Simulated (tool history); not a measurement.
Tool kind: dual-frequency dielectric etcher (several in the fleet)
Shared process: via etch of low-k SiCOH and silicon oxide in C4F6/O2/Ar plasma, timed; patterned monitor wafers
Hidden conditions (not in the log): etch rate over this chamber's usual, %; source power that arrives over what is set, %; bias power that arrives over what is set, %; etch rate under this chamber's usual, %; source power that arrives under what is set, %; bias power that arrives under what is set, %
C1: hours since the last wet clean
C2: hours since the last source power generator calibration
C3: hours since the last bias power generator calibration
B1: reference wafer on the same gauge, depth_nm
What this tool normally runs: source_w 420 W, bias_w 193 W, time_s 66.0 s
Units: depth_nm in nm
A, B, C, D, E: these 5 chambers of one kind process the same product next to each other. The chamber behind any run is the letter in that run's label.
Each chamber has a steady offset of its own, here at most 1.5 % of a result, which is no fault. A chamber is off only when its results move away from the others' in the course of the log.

-- hour=3.0 chamber A: source power generator calibrated
run 1C hour=16.5 | source_w=420 bias_w=193 time_s=66.0 | C1=191.1 C2=366.2 C3=561.6 | B1=148.03 | depth_nm=176.69
run 2B hour=29.4 | source_w=420 bias_w=193 time_s=66.0 | C1=592.6 C2=1524.7 C3=1736.7 | B1=147.94 | depth_nm=179.09
run 3E hour=45.0 | source_w=420 bias_w=193 time_s=66.0 | C1=175.4 C2=2297.5 C3=1918.6 | B1=147.98 | depth_nm=181.40
run 4A hour=58.8 | source_w=420 bias_w=193 time_s=66.0 | C1=307.3 C2=55.8 C3=2725.7 | B1=147.97 | depth_nm=179.85
run 5D hour=69.7 | source_w=420 bias_w=193 time_s=66.0 | C1=173.6 C2=3167.5 C3=2888.5 | B1=147.92 | depth_nm=180.94
run 6B hour=81.9 | source_w=420 bias_w=193 time_s=66.0 | C1=645.1 C2=1577.2 C3=1789.2 | B1=148.02 | depth_nm=178.41
run 7C hour=98.1 | source_w=420 bias_w=210 time_s=84.5 | C1=272.7 C2=447.8 C3=643.2 | B1=148.07 | depth_nm=232.90
run 8A hour=108.1 | source_w=420 bias_w=210 time_s=84.5 | C1=356.6 C2=105.1 C3=2775.0 | B1=148.08 | depth_nm=236.31
run 9D hour=123.5 | source_w=420 bias_w=210 time_s=84.5 | C1=227.4 C2=3221.3 C3=2942.3 | B1=147.99 | depth_nm=237.04
run 10E hour=130.8 | source_w=420 bias_w=210 time_s=84.5 | C1=261.2 C2=2383.3 C3=2004.4 | B1=147.96 | depth_nm=235.77
run 11B hour=145.2 | source_w=420 bias_w=210 time_s=84.5 | C1=708.4 C2=1640.5 C3=1852.5 | B1=147.96 | depth_nm=236.21
run 12E hour=157.2 | source_w=420 bias_w=193 time_s=66.0 | C1=287.6 C2=2409.7 C3=2030.8 | B1=147.98 | depth_nm=180.20
-- hour=158.2 chamber B: wet clean of the chamber
-- hour=161.1 chamber A: wet clean of the chamber
run 13C hour=167.4 | source_w=420 bias_w=193 time_s=66.0 | C1=342.0 C2=517.1 C3=712.5 | B1=148.13 | depth_nm=175.41
run 14D hour=181.7 | source_w=420 bias_w=193 time_s=66.0 | C1=285.6 C2=3279.5 C3=3000.5 | B1=147.92 | depth_nm=180.86
run 15A hour=189.1 | source_w=420 bias_w=193 time_s=66.0 | C1=28.1 C2=186.1 C3=2856.0 | B1=148.06 | depth_nm=179.38
run 16A hour=201.7 | source_w=420 bias_w=193 time_s=66.0 | C1=40.7 C2=198.7 C3=2868.6 | B1=147.98 | depth_nm=179.94
run 17B hour=210.4 | source_w=420 bias_w=193 time_s=66.0 | C1=52.3 C2=1705.7 C3=1917.7 | B1=147.98 | depth_nm=178.71
run 18C hour=224.8 | source_w=420 bias_w=193 time_s=66.0 | C1=399.4 C2=574.5 C3=769.9 | B1=148.09 | depth_nm=173.06
run 19D hour=233.5 | source_w=420 bias_w=193 time_s=66.0 | C1=337.4 C2=3331.3 C3=3052.3 | B1=147.88 | depth_nm=180.44
run 20E hour=246.5 | source_w=420 bias_w=193 time_s=66.0 | C1=376.9 C2=2499.0 C3=2120.1 | B1=148.08 | depth_nm=180.01
run 21D hour=259.9 | source_w=460 bias_w=193 time_s=47.0 | C1=363.8 C2=3357.7 C3=3078.7 | B1=148.14 | depth_nm=133.12
run 22B hour=267.7 | source_w=460 bias_w=193 time_s=47.0 | C1=109.6 C2=1763.0 C3=1975.0 | B1=148.18 | depth_nm=132.45
run 23E hour=277.9 | source_w=460 bias_w=193 time_s=47.0 | C1=408.3 C2=2530.4 C3=2151.5 | B1=148.02 | depth_nm=132.60
run 24A hour=291.7 | source_w=460 bias_w=193 time_s=47.0 | C1=130.7 C2=288.7 C3=2958.6 | B1=147.89 | depth_nm=132.85
run 25C hour=301.4 | source_w=460 bias_w=193 time_s=47.0 | C1=476.0 C2=651.1 C3=846.5 | B1=147.96 | depth_nm=127.15
run 26E hour=311.2 | source_w=420 bias_w=193 time_s=66.0 | C1=441.6 C2=2563.7 C3=2184.8 | B1=148.05 | depth_nm=180.32
run 27C hour=326.9 | source_w=420 bias_w=236 time_s=66.0 | C1=501.5 C2=676.6 C3=872.0 | B1=147.92 | depth_nm=182.53
run 28D hour=341.9 | source_w=420 bias_w=236 time_s=66.0 | C1=445.8 C2=3439.7 C3=3160.7 | B1=147.99 | depth_nm=193.58
-- hour=349.5 chamber B: bias power generator calibrated
run 29B hour=351.6 | source_w=420 bias_w=236 time_s=66.0 | C1=193.5 C2=1846.9 C3=2.2 | B1=148.01 | depth_nm=192.23
run 30A hour=364.6 | source_w=420 bias_w=236 time_s=66.0 | C1=203.6 C2=361.6 C3=3031.5 | B1=147.97 | depth_nm=192.43

Predict what each chamber gives when all 5 of them run the settings below next.
run 31A hour=376.5 | source_w=420 bias_w=193 time_s=66.0 | depth_nm=?
run 31B hour=376.5 | source_w=420 bias_w=193 time_s=66.0 | depth_nm=?
run 31C hour=376.5 | source_w=420 bias_w=193 time_s=66.0 | depth_nm=?
run 31D hour=376.5 | source_w=420 bias_w=193 time_s=66.0 | depth_nm=?
run 31E hour=376.5 | source_w=420 bias_w=193 time_s=66.0 | depth_nm=?

run=31A depth_nm=179.25
run=31B depth_nm=180.47
run=31C depth_nm=170.54
run=31D depth_nm=180.82
run=31E depth_nm=180.46

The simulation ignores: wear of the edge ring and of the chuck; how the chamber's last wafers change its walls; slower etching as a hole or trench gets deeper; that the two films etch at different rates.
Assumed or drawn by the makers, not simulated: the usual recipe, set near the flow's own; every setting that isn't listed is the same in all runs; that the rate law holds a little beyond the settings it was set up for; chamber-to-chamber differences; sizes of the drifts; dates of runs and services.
